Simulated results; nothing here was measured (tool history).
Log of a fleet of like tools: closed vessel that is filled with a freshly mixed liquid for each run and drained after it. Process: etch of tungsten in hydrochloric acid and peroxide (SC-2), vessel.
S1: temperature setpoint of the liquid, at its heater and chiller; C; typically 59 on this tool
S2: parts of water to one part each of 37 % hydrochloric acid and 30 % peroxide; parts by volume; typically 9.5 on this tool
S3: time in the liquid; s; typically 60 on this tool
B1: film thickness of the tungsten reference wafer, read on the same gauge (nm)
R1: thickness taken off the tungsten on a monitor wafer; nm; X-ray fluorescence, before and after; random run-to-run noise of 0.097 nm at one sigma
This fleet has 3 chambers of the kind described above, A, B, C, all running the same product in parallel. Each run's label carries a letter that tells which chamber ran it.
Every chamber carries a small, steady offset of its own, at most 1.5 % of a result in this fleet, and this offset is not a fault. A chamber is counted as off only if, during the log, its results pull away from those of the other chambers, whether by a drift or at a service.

{"run": "1C", "hour": 4.9, "S1": 59, "S2": 9.5, "S3": 60, "B1": 40.034, "R1": 26.301}
{"run": "2B", "hour": 9.5, "S1": 59, "S2": 9.5, "S3": 60, "B1": 40.001, "R1": 25.815}
{"run": "3A", "hour": 13.6, "S1": 59, "S2": 9.5, "S3": 60, "B1": 40.044, "R1": 26.078}
{"run": "4A", "hour": 21.0, "S1": 59, "S2": 9.5, "S3": 60, "B1": 39.965, "R1": 26.133}
{"run": "5C", "hour": 28.7, "S1": 59, "S2": 9.5, "S3": 60, "B1": 39.99, "R1": 26.374}
{"run": "6B", "hour": 37.0, "S1": 59, "S2": 9.5, "S3": 60, "B1": 39.969, "R1": 25.714}
{"run": "7A", "hour": 41.4, "S1": 59, "S2": 9.5, "S3": 60, "B1": 40.008, "R1": 26.189}
{"run": "8B", "hour": 47.7, "S1": 59, "S2": 9.5, "S3": 60, "B1": 39.975, "R1": 25.972}
{"run": "9C", "hour": 55.1, "S1": 59, "S2": 9.5, "S3": 35, "B1": 39.978, "R1": 15.256}
{"run": "10A", "hour": 62.7, "S1": 59, "S2": 9.5, "S3": 35, "B1": 39.986, "R1": 15.212}
{"run": "11B", "hour": 68.3, "S1": 59, "S2": 9.5, "S3": 35, "B1": 39.997, "R1": 15.018}
{"hour": 71.2, "done": "chamber C: chemicals flow meter replaced"}
{"run": "12C", "hour": 73.6, "S1": 59, "S2": 9.5, "S3": 60, "B1": 39.994, "R1": 26.23}
{"run": "13B", "hour": 80.4, "S1": 59, "S2": 9.5, "S3": 60, "B1": 40.008, "R1": 25.759}
{"run": "14A", "hour": 84.9, "S1": 59, "S2": 9.5, "S3": 60, "B1": 40.003, "R1": 26.183}
{"run": "15C", "hour": 89.8, "S1": 59, "S2": 9.5, "S3": 60, "B1": 39.969, "R1": 26.161}
{"hour": 96.5, "done": "chamber C: thermometer replaced"}
{"run": "16B", "hour": 96.9, "S1": 59, "S2": 9.5, "S3": 60, "B1": 40.007, "R1": 25.644}
{"run": "17A", "hour": 103.7, "S1": 59, "S2": 9.5, "S3": 60, "B1": 39.983, "R1": 26.032}
{"run": "18C", "hour": 110.3, "S1": 59, "S2": 9.5, "S3": 60, "B1": 39.98, "R1": 26.333}
{"run": "19C", "hour": 116.1, "S1": 59, "S2": 9.5, "S3": 60, "B1": 39.992, "R1": 26.381}
{"run": "20A", "hour": 124.0, "S1": 59, "S2": 5.5, "S3": 95, "B1": 40.001, "R1": 63.523}
{"run": "21B", "hour": 133.1, "S1": 59, "S2": 5.5, "S3": 95, "B1": 39.992, "R1": 61.741}
{"run": "22A", "hour": 139.7, "S1": 59, "S2": 5.5, "S3": 95, "B1": 40.02, "R1": 63.675}
{"run": "23C", "hour": 145.1, "S1": 59, "S2": 9.5, "S3": 60, "B1": 39.994, "R1": 26.191}
{"run": "24B", "hour": 154.3, "S1": 59, "S2": 9.5, "S3": 60, "B1": 40.034, "R1": 25.363}
{"run": "25C", "hour": 161.8, "S1": 59, "S2": 9.5, "S3": 60, "B1": 40.018, "R1": 26.271}
{"run": "26B", "hour": 170.1, "S1": 59, "S2": 13.5, "S3": 35, "B1": 40.042, "R1": 10.975}
{"run": "27A", "hour": 178.8, "S1": 59, "S2": 13.5, "S3": 35, "B1": 39.984, "R1": 11.317}
{"run": "28A", "hour": 187.8, "S1": 59, "S2": 13.5, "S3": 35, "B1": 40, "R1": 11.267}
{"run": "29B", "hour": 196.4, "S1": 59, "S2": 9.5, "S3": 60, "B1": 40.067, "R1": 25.126}
{"run": "30C", "hour": 201.2, "S1": 59, "S2": 9.5, "S3": 60, "B1": 40, "R1": 26.34}
{"run": "31A", "hour": 206.0, "S1": 59, "S2": 9.5, "S3": 60, "B1": 40.014, "R1": 25.89}
{"run": "32B", "hour": 212.8, "S1": 59, "S2": 9.5, "S3": 60, "B1": 39.972, "R1": 25.135}
{"run": "33C", "hour": 219.2, "S1": 59, "S2": 9.5, "S3": 60, "B1": 40.011, "R1": 26.213}
{"run": "34A", "hour": 225.7, "S1": 50, "S2": 11.5, "S3": 60, "B1": 40.013, "R1": 12.476}
{"hour": 226.0, "done": "chamber A: chemicals flow meter replaced"}
{"run": "35B", "hour": 229.8, "S1": 50, "S2": 11.5, "S3": 60, "B1": 39.99, "R1": 11.885}
{"run": "36C", "hour": 237.7, "S1": 50, "S2": 11.5, "S3": 60, "B1": 40.029, "R1": 12.549}
{"run": "37C", "hour": 245.4, "S1": 55, "S2": 9.5, "S3": 60, "B1": 40.028, "R1": 20.581}
{"run": "38A", "hour": 250.8, "S1": 55, "S2": 9.5, "S3": 60, "B1": 39.969, "R1": 20.255}
{"run": "39B", "hour": 257.9, "S1": 55, "S2": 9.5, "S3": 60, "B1": 40.004, "R1": 19.469}
{"run": "40C", "hour": 266.0, "S1": 59, "S2": 9.5, "S3": 60, "B1": 40, "R1": 26.365}
{"run": "41B", "hour": 274.8, "S1": 59, "S2": 9.5, "S3": 60, "B1": 39.988, "R1": 24.846}
{"run": "42A", "hour": 281.6, "S1": 65, "S2": 7, "S3": 60, "B1": 39.98, "R1": 47.996}
{"run": "43A", "hour": 290.7, "S1": 65, "S2": 7, "S3": 60, "B1": 40.012, "R1": 48.168}
{"run": "44C", "hour": 299.5, "S1": 65, "S2": 7, "S3": 60, "B1": 39.939, "R1": 48.429}

Each of the 3 chambers runs these same settings next. Fill in every chamber's results:
{"run": "45A", "hour": 306.1, "S1": 59, "S2": 9.5, "S3": 60, "R1": "?"}
{"run": "45B", "hour": 306.1, "S1": 59, "S2": 9.5, "S3": 60, "R1": "?"}
{"run": "45C", "hour": 306.1, "S1": 59, "S2": 9.5, "S3": 60, "R1": "?"}

run=45A R1=26.22
run=45B R1=24.464
run=45C R1=26.197
